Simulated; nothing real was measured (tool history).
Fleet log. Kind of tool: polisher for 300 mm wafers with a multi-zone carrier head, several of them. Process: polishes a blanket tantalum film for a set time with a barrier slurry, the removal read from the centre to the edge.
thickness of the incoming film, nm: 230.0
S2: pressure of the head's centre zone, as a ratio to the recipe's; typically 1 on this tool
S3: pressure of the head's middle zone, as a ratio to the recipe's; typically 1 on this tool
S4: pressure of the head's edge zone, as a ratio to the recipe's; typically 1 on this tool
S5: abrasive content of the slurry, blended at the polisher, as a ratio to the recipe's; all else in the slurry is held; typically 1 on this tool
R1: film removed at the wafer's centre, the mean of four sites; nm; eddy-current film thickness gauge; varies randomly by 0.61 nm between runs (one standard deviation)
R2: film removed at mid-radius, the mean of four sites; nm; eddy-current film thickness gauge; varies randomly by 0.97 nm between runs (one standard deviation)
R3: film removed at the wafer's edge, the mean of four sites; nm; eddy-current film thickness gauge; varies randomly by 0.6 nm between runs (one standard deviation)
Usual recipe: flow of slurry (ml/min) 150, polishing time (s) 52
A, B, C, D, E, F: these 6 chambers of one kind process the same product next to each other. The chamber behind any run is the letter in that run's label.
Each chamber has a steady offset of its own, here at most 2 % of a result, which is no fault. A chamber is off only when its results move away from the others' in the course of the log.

{"run": "1B", "hour": 5.5, "flow of slurry (ml/min)": 150, "S2": 1, "S3": 1, "S4": 1, "S5": 1, "polishing time (s)": 52, "R1": 67.117, "R2": 66.829, "R3": 67.542}
{"run": "2C", "hour": 11.6, "flow of slurry (ml/min)": 150, "S2": 1, "S3": 1, "S4": 1, "S5": 1, "polishing time (s)": 52, "R1": 66.385, "R2": 66.127, "R3": 66.271}
{"hour": 13.9, "done": "chamber C: centre zone pressure recalibrated"}
{"hour": 16.1, "done": "chamber E: worn pad replaced by a new one"}
{"run": "3F", "hour": 20.9, "flow of slurry (ml/min)": 150, "S2": 1, "S3": 1, "S4": 1, "S5": 1, "polishing time (s)": 52, "R1": 66.156, "R2": 66.103, "R3": 65.425}
{"run": "4D", "hour": 29.4, "flow of slurry (ml/min)": 150, "S2": 1, "S3": 1, "S4": 1, "S5": 1, "polishing time (s)": 52, "R1": 67.561, "R2": 67.618, "R3": 66.168}
{"hour": 31.3, "done": "chamber A: worn pad replaced by a new one"}
{"run": "5A", "hour": 34.4, "flow of slurry (ml/min)": 150, "S2": 1, "S3": 1, "S4": 1, "S5": 1, "polishing time (s)": 52, "R1": 68.487, "R2": 66.015, "R3": 67.195}
{"hour": 34.8, "done": "chamber E: edge zone pressure recalibrated"}
{"run": "6E", "hour": 42.1, "flow of slurry (ml/min)": 150, "S2": 1, "S3": 1, "S4": 1, "S5": 1, "polishing time (s)": 52, "R1": 68.868, "R2": 66.131, "R3": 67.415}
{"hour": 44.0, "done": "chamber B: worn pad replaced by a new one"}
{"run": "7B", "hour": 52.6, "flow of slurry (ml/min)": 150, "S2": 1, "S3": 1, "S4": 1, "S5": 1, "polishing time (s)": 52, "R1": 67.07, "R2": 66.687, "R3": 67.114}
{"hour": 57.1, "done": "chamber E: slurry nozzle cleaned"}
{"run": "8D", "hour": 58.7, "flow of slurry (ml/min)": 150, "S2": 1, "S3": 1, "S4": 1, "S5": 1, "polishing time (s)": 52, "R1": 66.551, "R2": 66.221, "R3": 68.212}
{"hour": 64.8, "done": "chamber D: worn pad replaced by a new one"}
{"run": "9C", "hour": 68.0, "flow of slurry (ml/min)": 175, "S2": 1, "S3": 1, "S4": 1, "S5": 1, "polishing time (s)": 52, "R1": 68.414, "R2": 68.424, "R3": 68.222}
{"run": "10F", "hour": 74.4, "flow of slurry (ml/min)": 175, "S2": 1, "S3": 1, "S4": 1, "S5": 1, "polishing time (s)": 52, "R1": 69.47, "R2": 68.521, "R3": 68.082}
{"run": "11E", "hour": 82.6, "flow of slurry (ml/min)": 175, "S2": 1, "S3": 1, "S4": 1, "S5": 1, "polishing time (s)": 52, "R1": 69.805, "R2": 67.828, "R3": 68.938}
{"hour": 83.9, "done": "chamber C: edge zone pressure recalibrated"}
{"hour": 91.3, "done": "chamber A: worn pad replaced by a new one"}
{"run": "12A", "hour": 93.3, "flow of slurry (ml/min)": 175, "S2": 1, "S3": 1, "S4": 1, "S5": 1, "polishing time (s)": 52, "R1": 70.869, "R2": 68.558, "R3": 67.296}
{"hour": 94.1, "done": "chamber E: worn pad replaced by a new one"}
{"hour": 96.0, "done": "chamber F: worn pad replaced by a new one"}
{"run": "13A", "hour": 102.1, "flow of slurry (ml/min)": 175, "S2": 1, "S3": 1, "S4": 1, "S5": 1, "polishing time (s)": 52, "R1": 69.902, "R2": 67.532, "R3": 68.456}
{"hour": 104.4, "done": "chamber C: worn pad replaced by a new one"}
{"run": "14F", "hour": 108.0, "flow of slurry (ml/min)": 175, "S2": 1, "S3": 1, "S4": 1, "S5": 1, "polishing time (s)": 52, "R1": 69.384, "R2": 70.168, "R3": 68.159}
{"run": "15C", "hour": 118.3, "flow of slurry (ml/min)": 150, "S2": 1, "S3": 1, "S4": 1, "S5": 1, "polishing time (s)": 52, "R1": 66.437, "R2": 66.225, "R3": 66.343}
{"run": "16B", "hour": 128.4, "flow of slurry (ml/min)": 150, "S2": 1, "S3": 1, "S4": 1, "S5": 1, "polishing time (s)": 52, "R1": 66.368, "R2": 67.337, "R3": 66.773}
{"run": "17D", "hour": 133.1, "flow of slurry (ml/min)": 150, "S2": 1.08, "S3": 1, "S4": 1, "S5": 1, "polishing time (s)": 52, "R1": 72.367, "R2": 65.618, "R3": 67.596}
{"hour": 139.1, "done": "chamber D: worn pad replaced by a new one"}
{"run": "18E", "hour": 141.5, "flow of slurry (ml/min)": 150, "S2": 1.08, "S3": 1, "S4": 1, "S5": 1, "polishing time (s)": 52, "R1": 73.169, "R2": 66.461, "R3": 67.442}
{"hour": 142.5, "done": "chamber B: edge zone pressure recalibrated"}
{"run": "19E", "hour": 146.9, "flow of slurry (ml/min)": 150, "S2": 1.08, "S3": 1, "S4": 1, "S5": 1, "polishing time (s)": 52, "R1": 73.315, "R2": 65.751, "R3": 67.08}
{"hour": 153.0, "done": "chamber A: worn pad replaced by a new one"}
{"run": "20D", "hour": 156.4, "flow of slurry (ml/min)": 150, "S2": 1.08, "S3": 1, "S4": 1, "S5": 1, "polishing time (s)": 52, "R1": 73.159, "R2": 65.908, "R3": 67.888}
{"run": "21B", "hour": 164.9, "flow of slurry (ml/min)": 150, "S2": 1.08, "S3": 1, "S4": 1, "S5": 1, "polishing time (s)": 52, "R1": 72.021, "R2": 67.062, "R3": 66.851}
{"hour": 168.9, "done": "chamber E: worn pad replaced by a new one"}
{"run": "22F", "hour": 171.0, "flow of slurry (ml/min)": 150, "S2": 1.08, "S3": 1, "S4": 1, "S5": 1, "polishing time (s)": 52, "R1": 73.539, "R2": 66.355, "R3": 67.361}
{"run": "23A", "hour": 179.3, "flow of slurry (ml/min)": 150, "S2": 1, "S3": 1, "S4": 1, "S5": 1, "polishing time (s)": 52, "R1": 68.337, "R2": 65.777, "R3": 67.43}
{"hour": 181.6, "done": "chamber B: worn pad replaced by a new one"}
{"run": "24C", "hour": 189.8, "flow of slurry (ml/min)": 150, "S2": 1, "S3": 1, "S4": 1, "S5": 1, "polishing time (s)": 52, "R1": 66.688, "R2": 66.311, "R3": 65.979}
{"run": "25F", "hour": 194.7, "flow of slurry (ml/min)": 150, "S2": 1, "S3": 1, "S4": 1, "S5": 1, "polishing time (s)": 52, "R1": 66.472, "R2": 66.467, "R3": 66.924}
{"hour": 196.6, "done": "chamber F: worn pad replaced by a new one"}
{"run": "26E", "hour": 202.8, "flow of slurry (ml/min)": 150, "S2": 1.09, "S3": 1, "S4": 1, "S5": 1, "polishing time (s)": 66, "R1": 92.552, "R2": 84.147, "R3": 85.569}
{"hour": 207.4, "done": "chamber A: slurry nozzle cleaned"}
{"hour": 209.4, "done": "chamber A: worn pad replaced by a new one"}
{"run": "27C", "hour": 211.3, "flow of slurry (ml/min)": 150, "S2": 1.09, "S3": 1, "S4": 1, "S5": 1, "polishing time (s)": 66, "R1": 92.498, "R2": 84.578, "R3": 84.224}
{"hour": 216.2, "done": "chamber C: slurry nozzle cleaned"}
{"hour": 218.8, "done": "chamber D: worn pad replaced by a new one"}
{"run": "28B", "hour": 219.1, "flow of slurry (ml/min)": 150, "S2": 1.09, "S3": 1, "S4": 1, "S5": 1, "polishing time (s)": 66, "R1": 95.26, "R2": 85.092, "R3": 85.407}
{"run": "29A", "hour": 229.2, "flow of slurry (ml/min)": 150, "S2": 1.09, "S3": 1, "S4": 1, "S5": 1, "polishing time (s)": 66, "R1": 93.755, "R2": 85.735, "R3": 84.559}
{"hour": 233.7, "done": "chamber C: worn pad replaced by a new one"}
{"run": "30D", "hour": 239.3, "flow of slurry (ml/min)": 150, "S2": 1.09, "S3": 1, "S4": 1, "S5": 1, "polishing time (s)": 66, "R1": 92.037, "R2": 84.076, "R3": 85.007}
{"hour": 246.5, "done": "chamber E: worn pad replaced by a new one"}
{"run": "31E", "hour": 247.9, "flow of slurry (ml/min)": 150, "S2": 1.09, "S3": 1, "S4": 1, "S5": 1, "polishing time (s)": 66, "R1": 96.172, "R2": 83.873, "R3": 84.922}
{"run": "32A", "hour": 253.2, "flow of slurry (ml/min)": 150, "S2": 1, "S3": 1, "S4": 1, "S5": 0.75, "polishing time (s)": 52, "R1": 61.769, "R2": 60.717, "R3": 60.825}
{"run": "33B", "hour": 262.7, "flow of slurry (ml/min)": 150, "S2": 1, "S3": 1, "S4": 1, "S5": 0.75, "polishing time (s)": 52, "R1": 60.463, "R2": 61.879, "R3": 61.127}
{"run": "34C", "hour": 267.5, "flow of slurry (ml/min)": 150, "S2": 1, "S3": 1, "S4": 1, "S5": 0.75, "polishing time (s)": 52, "R1": 59.69, "R2": 59.147, "R3": 60.484}
{"run": "35D", "hour": 276.6, "flow of slurry (ml/min)": 150, "S2": 1, "S3": 1, "S4": 1, "S5": 0.75, "polishing time (s)": 52, "R1": 60.92, "R2": 61.917, "R3": 61.359}
{"run": "36F", "hour": 283.5, "flow of slurry (ml/min)": 150, "S2": 1, "S3": 1, "S4": 1, "S5": 0.75, "polishing time (s)": 52, "R1": 61.32, "R2": 60.729, "R3": 61.095}
{"run": "37C", "hour": 290.5, "flow of slurry (ml/min)": 150, "S2": 1, "S3": 1, "S4": 1, "S5": 0.75, "polishing time (s)": 52, "R1": 60.307, "R2": 60.929, "R3": 61.212}

The same settings go to every chamber for the next run, one line per chamber below. Forecast the results for each:
{"run": "38A", "hour": 298.2, "flow of slurry (ml/min)": 150, "S2": 1, "S3": 1, "S4": 1, "S5": 0.85, "polishing time (s)": 52, "R1": "?", "R2": "?", "R3": "?"}
{"run": "38B", "hour": 298.2, "flow of slurry (ml/min)": 150, "S2": 1, "S3": 1, "S4": 1, "S5": 0.85, "polishing time (s)": 52, "R1": "?", "R2": "?", "R3": "?"}
{"run": "38C", "hour": 298.2, "flow of slurry (ml/min)": 150, "S2": 1, "S3": 1, "S4": 1, "S5": 0.85, "polishing time (s)": 52, "R1": "?", "R2": "?", "R3": "?"}
{"run": "38D", "hour": 298.2, "flow of slurry (ml/min)": 150, "S2": 1, "S3": 1, "S4": 1, "S5": 0.85, "polishing time (s)": 52, "R1": "?", "R2": "?", "R3": "?"}
{"run": "38E", "hour": 298.2, "flow of slurry (ml/min)": 150, "S2": 1, "S3": 1, "S4": 1, "S5": 0.85, "polishing time (s)": 52, "R1": "?", "R2": "?", "R3": "?"}
{"run": "38F", "hour": 298.2, "flow of slurry (ml/min)": 150, "S2": 1, "S3": 1, "S4": 1, "S5": 0.85, "polishing time (s)": 52, "R1": "?", "R2": "?", "R3": "?"}

run=38A R1=63.947 R2=64.838 R3=62.822
run=38B R1=63.497 R2=63.558 R3=63.619
run=38C R1=63.944 R2=63.071 R3=62.634
run=38D R1=64.428 R2=64.507 R3=64.043
run=38E R1=63.883 R2=62.7 R3=63.989
run=38F R1=64.453 R2=63.487 R3=63.15

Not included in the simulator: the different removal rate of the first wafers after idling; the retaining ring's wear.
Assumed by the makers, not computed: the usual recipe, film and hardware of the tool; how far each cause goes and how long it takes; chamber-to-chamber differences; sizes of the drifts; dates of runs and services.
